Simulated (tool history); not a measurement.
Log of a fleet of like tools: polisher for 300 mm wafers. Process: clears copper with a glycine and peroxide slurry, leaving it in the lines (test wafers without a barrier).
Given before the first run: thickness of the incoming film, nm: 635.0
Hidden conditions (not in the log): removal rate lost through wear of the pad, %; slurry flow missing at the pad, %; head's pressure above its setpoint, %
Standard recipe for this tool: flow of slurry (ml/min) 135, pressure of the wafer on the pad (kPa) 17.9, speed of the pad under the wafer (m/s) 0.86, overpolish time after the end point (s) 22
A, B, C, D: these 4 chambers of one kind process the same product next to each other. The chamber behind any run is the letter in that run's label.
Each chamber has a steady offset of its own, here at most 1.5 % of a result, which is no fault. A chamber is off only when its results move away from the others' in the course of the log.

run	hour	flow of slurry (ml/min)	pressure of the wafer on the pad (kPa)	speed of the pad under the wafer (m/s)	overpolish time after the end point (s)	wafers polished on this pad	hours since the slurry nozzle was cleaned	hours since the head pressure was calibrated	time until the end point was called (s)	dishing of a wide line in a test structure (nm)
1A	8.7	135	17.9	0.86	22	377	596.7	212.9	138.42	67.411
2D	15.8	135	17.9	0.86	22	583	258.0	273.4	139.14	66.817
3C	25.2	135	17.9	0.86	22	1000	464.5	215.8	141.15	67.744
# hour 29.5: chamber B: worn pad replaced by a new one
4B	33.8	135	17.9	0.86	22	20	250.5	455.2	139.93	67.783
5A	42.2	135	17.9	0.86	22	534	630.2	246.4	138.97	68.203
6D	47.3	135	17.9	0.86	22	730	289.5	304.9	141.57	66.866
7C	55.3	135	17.9	0.86	22	1140	494.6	245.9	140.84	66.117
8B	63.0	135	17.9	0.86	22	156	279.7	484.4	140.19	66.844
9C	70.3	135	17.9	0.86	22	1210	509.6	260.9	140.18	69.059
10B	78.7	95	17.9	0.86	22	229	295.4	500.1	154.64	63.019
# hour 81.8: chamber A: worn pad replaced by a new one
11A	87.3	95	17.9	0.86	22	26	675.3	291.5	152.69	62.545
# hour 89.1: chamber C: worn pad replaced by a new one
# hour 91.2: chamber B: head pressure recalibrated
12D	96.1	95	17.9	0.86	22	958	338.3	353.7	152.24	64.338
13B	103.3	95	17.9	0.86	22	344	320.0	12.1	156.28	62.722
# hour 104.1: chamber A: slurry nozzle cleaned
14A	108.7	135	17.9	0.86	22	125	4.6	312.9	138.91	68.437
15D	116.9	135	17.9	0.86	22	1055	359.1	374.5	139.31	66.043
16C	124.4	135	17.9	0.86	22	164	563.7	315.0	140.23	67.855
# hour 130.2: chamber C: slurry nozzle cleaned
17B	133.8	135	17.9	0.86	22	487	350.5	42.6	146.82	66.081
18C	138.7	135	17.9	0.86	22	231	8.6	329.3	137.89	70.198
19D	146.7	135	17.9	0.86	22	1194	388.9	404.3	138.23	67.438
20A	153.6	135	17.9	0.86	22	335	49.5	357.8	136.86	67.180
21C	160.5	175	17.9	0.86	33	333	30.4	351.1	133.61	99.223
22B	167.0	175	17.9	0.86	33	642	383.7	75.8	141.07	95.650
# hour 168.2: chamber B: worn pad replaced by a new one
23D	176.4	175	17.9	0.86	33	1333	418.6	434.0	134.14	98.573
24A	185.1	175	17.9	0.86	33	482	81.0	389.3	133.84	96.293
25C	192.9	115	17.9	0.74	22	484	62.8	383.5	164.55	61.581
26A	202.1	115	17.9	0.74	22	561	98.0	406.3	161.33	60.163
27B	208.7	115	17.9	0.74	22	189	425.4	117.5	176.45	55.386
28D	217.2	115	17.9	0.74	22	1523	459.4	474.8	164.89	58.454
29B	222.1	135	17.9	0.86	22	251	438.8	130.9	155.60	60.791

Which is it: a chamber that has drifted or been left off by a service, a gauge drift common to all chambers, or only each chamber's usual small offset? If a chamber is off, name it and its likeliest cause.

Chamber B drifts away from the others.
What lies behind it: slurry flow missing at the pad, % = 38.1.

Here are 4 candidates for chamber B's next run, each the usual settings with a change, their results left as question marks. Which one brings its results back in line with what the others give on the usual settings?
A result is in line if it is within this distance of the other chambers' mean on the usual settings: time until the end point was called (s) 5.50; dishing of a wide line in a test structure (nm) 3.400
30B-1	229.5	135	18.6	0.88	22				?	?
30B-2	229.5	140	19.3	0.92	22				?	?
30B-3	229.5	135	17.2	0.84	22				?	?
30B-4	229.5	130	16.5	0.80	23				?	?

Mean of the other chambers on the usual settings: time until the end point was called (s) 138.75; dishing of a wide line in a test structure (nm) 67.638
run	time until the end point was called (s)	dishing of a wide line in a test structure (nm)
30B-1	149.41	64.463
30B-2	138.62	68.685
30B-3	164.53	59.271
30B-4	178.17	57.496
It is 30B-2 that realigns the chamber with its peers.
